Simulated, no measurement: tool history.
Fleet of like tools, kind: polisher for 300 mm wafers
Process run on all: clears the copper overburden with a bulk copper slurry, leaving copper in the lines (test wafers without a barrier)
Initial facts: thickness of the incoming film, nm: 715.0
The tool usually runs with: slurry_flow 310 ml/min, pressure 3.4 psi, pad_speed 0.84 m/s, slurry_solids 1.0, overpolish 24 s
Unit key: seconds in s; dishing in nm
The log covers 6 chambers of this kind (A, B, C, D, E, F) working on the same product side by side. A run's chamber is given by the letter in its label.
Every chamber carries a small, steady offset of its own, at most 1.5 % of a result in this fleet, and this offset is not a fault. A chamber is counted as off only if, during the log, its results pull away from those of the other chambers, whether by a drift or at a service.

At day 0.208: chamber F: slurry blender recalibrated.
Run 1F, day 0.425: usual settings. Result: seconds 87.337 s, dishing 107.310 nm.
Run 2D, day 0.808: usual settings. Result: seconds 83.695 s, dishing 106.160 nm.
At day 1.104: chamber A: worn pad replaced by a new one.
Run 3B, day 1.117: usual settings. Result: seconds 85.106 s, dishing 105.930 nm.
At day 1.162: chamber B: worn pad replaced by a new one.
At day 1.417: chamber E: worn pad replaced by a new one.
At day 1.417: chamber C: worn pad replaced by a new one.
At day 1.467: chamber F: worn pad replaced by a new one.
Run 4E, day 1.600: usual settings. Result: seconds 86.530 s, dishing 105.850 nm.
At day 1.692: chamber B: slurry blender recalibrated.
At day 1.888: chamber A: slurry nozzle cleaned.
Run 5A, day 1.942: usual settings. Result: seconds 86.816 s, dishing 107.580 nm.
At day 2.238: chamber D: worn pad replaced by a new one.
Run 6C, day 2.254: usual settings. Result: seconds 83.260 s, dishing 106.210 nm.
Run 7E, day 2.475: usual settings. Result: seconds 87.068 s, dishing 108.350 nm.
Run 8D, day 2.971: usual settings. Result: seconds 82.962 s, dishing 104.720 nm.
Run 9B, day 3.212: usual settings. Result: seconds 84.964 s, dishing 106.450 nm.
At day 3.446: chamber C: slurry blender recalibrated.
Run 10A, day 3.517: usual settings. Result: seconds 83.982 s, dishing 107.410 nm.
Run 11F, day 4.025: usual settings. Result: seconds 86.492 s, dishing 109.400 nm.
At day 4.212: chamber F: worn pad replaced by a new one.
Run 12C, day 4.371: usual settings. Result: seconds 87.180 s, dishing 106.220 nm.
At day 4.442: chamber E: head pressure recalibrated.
Run 13E, day 4.721: usual settings but slurry_flow 260 ml/min, overpolish 32 s. Result: seconds 89.103 s, dishing 126.150 nm.
At day 4.975: chamber D: slurry blender recalibrated.
At day 5.121: chamber B: head pressure recalibrated.
Run 14D, day 5.150: usual settings but slurry_flow 260 ml/min, overpolish 32 s. Result: seconds 85.830 s, dishing 122.070 nm.
Run 15C, day 5.596: usual settings but slurry_flow 260 ml/min, overpolish 32 s. Result: seconds 85.356 s, dishing 122.380 nm.
At day 5.742: chamber B: worn pad replaced by a new one.
At day 5.917: chamber F: head pressure recalibrated.
At day 5.958: chamber C: slurry nozzle cleaned.
Run 16A, day 6.075: usual settings but slurry_flow 260 ml/min, overpolish 32 s. Result: seconds 87.865 s, dishing 123.490 nm.
At day 6.204: chamber F: slurry nozzle cleaned.
Run 17B, day 6.525: usual settings but slurry_flow 260 ml/min, overpolish 32 s. Result: seconds 87.687 s, dishing 124.710 nm.
Run 18F, day 6.938: usual settings but slurry_flow 260 ml/min, overpolish 32 s. Result: seconds 86.689 s, dishing 126.610 nm.
At day 6.967: chamber F: worn pad replaced by a new one.
Run 19E, day 7.442: usual settings but pad_speed 0.98 m/s, overpolish 32 s. Result: seconds 73.173 s, dishing 135.970 nm.
Run 20C, day 7.738: usual settings but pad_speed 0.98 m/s, overpolish 32 s. Result: seconds 73.378 s, dishing 137.260 nm.
At day 8.129: chamber D: worn pad replaced by a new one.
At day 8.142: chamber A: worn pad replaced by a new one.
Run 21B, day 8.212: usual settings but pad_speed 0.98 m/s, overpolish 32 s. Result: seconds 74.551 s, dishing 133.550 nm.
At day 8.300: chamber E: slurry blender recalibrated.
Run 22F, day 8.475: usual settings but pad_speed 0.98 m/s, overpolish 32 s. Result: seconds 72.360 s, dishing 135.380 nm.
Run 23A, day 8.817: usual settings but pad_speed 0.98 m/s, overpolish 32 s. Result: seconds 73.656 s, dishing 133.650 nm.
At day 8.962: chamber C: slurry blender recalibrated.
At day 8.992: chamber C: worn pad replaced by a new one.
Run 24D, day 9.192: usual settings but pad_speed 0.98 m/s, overpolish 32 s. Result: seconds 73.050 s, dishing 138.180 nm.
At day 9.267: chamber A: slurry blender recalibrated.
At day 9.338: chamber B: slurry blender recalibrated.
At day 9.467: chamber E: worn pad replaced by a new one.
Run 25B, day 9.571: usual settings but pad_speed 0.66 m/s. Result: seconds 109.120 s, dishing 90.548 nm.
Run 26D, day 9.833: usual settings but pad_speed 0.66 m/s. Result: seconds 109.090 s, dishing 88.425 nm.
At day 9.871: chamber B: worn pad replaced by a new one.
At day 9.925: chamber F: worn pad replaced by a new one.
Run 27A, day 10.188: usual settings but pad_speed 0.66 m/s. Result: seconds 108.150 s, dishing 92.253 nm.
Run 28E, day 10.458: usual settings but pad_speed 0.66 m/s. Result: seconds 107.560 s, dishing 93.198 nm.
Run 29F, day 10.958: usual settings but pad_speed 0.66 m/s. Result: seconds 107.610 s, dishing 93.210 nm.
Run 30C, day 11.346: usual settings but pad_speed 0.66 m/s. Result: seconds 106.640 s, dishing 90.773 nm.
At day 11.608: chamber D: slurry nozzle cleaned.
Run 31C, day 11.783: usual settings. Result: seconds 84.500 s, dishing 108.110 nm.
Run 32D, day 12.229: usual settings but slurry_solids 1.1, overpolish 37 s. Result: seconds 83.123 s, dishing 132.370 nm.
At day 12.525: chamber D: slurry blender recalibrated.
Run 33F, day 12.675: usual settings but slurry_solids 1.1, overpolish 37 s. Result: seconds 85.258 s, dishing 136.470 nm.
At day 13.071: chamber F: worn pad replaced by a new one.
Run 34A, day 13.100: usual settings but slurry_solids 1.1, overpolish 37 s. Result: seconds 84.522 s, dishing 136.040 nm.
Run 35B, day 13.558: usual settings but slurry_solids 1.1, overpolish 37 s. Result: seconds 85.800 s, dishing 138.780 nm.
At day 13.875: chamber F: slurry blender recalibrated.
Run 36E, day 14.017: usual settings but slurry_solids 1.1, overpolish 37 s. Result: seconds 84.833 s, dishing 135.230 nm.
Run 37F, day 14.442: usual settings but slurry_solids 1.1, overpolish 37 s. Result: seconds 82.267 s, dishing 135.930 nm.
At day 14.575: chamber B: worn pad replaced by a new one.
At day 14.675: chamber C: slurry blender recalibrated.
At day 14.883: chamber D: worn pad replaced by a new one.
Run 38D, day 14.917: usual settings. Result: seconds 87.027 s, dishing 103.780 nm.
At day 15.125: chamber C: worn pad replaced by a new one.
Run 39B, day 15.188: usual settings. Result: seconds 86.749 s, dishing 108.250 nm.
At day 15.379: chamber A: head pressure recalibrated.
Run 40A, day 15.683: usual settings. Result: seconds 84.047 s, dishing 105.500 nm.
Run 41C, day 16.142: usual settings. Result: seconds 84.830 s, dishing 105.150 nm.

Next, every chamber runs the same settings. What will each give?
Run 42A, day 16.512: usual settings. Result: seconds ?, dishing ?.
Run 42B, day 16.512: usual settings. Result: seconds ?, dishing ?.
Run 42C, day 16.512: usual settings. Result: seconds ?, dishing ?.
Run 42D, day 16.512: usual settings. Result: seconds ?, dishing ?.
Run 42E, day 16.512: usual settings. Result: seconds ?, dishing ?.
Run 42F, day 16.512: usual settings. Result: seconds ?, dishing ?.

run  seconds  dishing
42A   86.388  107.550
42B   85.630  105.460
42C   84.752  107.690
42D   83.003  106.200
42E   84.102  106.850
42F   83.276  105.150

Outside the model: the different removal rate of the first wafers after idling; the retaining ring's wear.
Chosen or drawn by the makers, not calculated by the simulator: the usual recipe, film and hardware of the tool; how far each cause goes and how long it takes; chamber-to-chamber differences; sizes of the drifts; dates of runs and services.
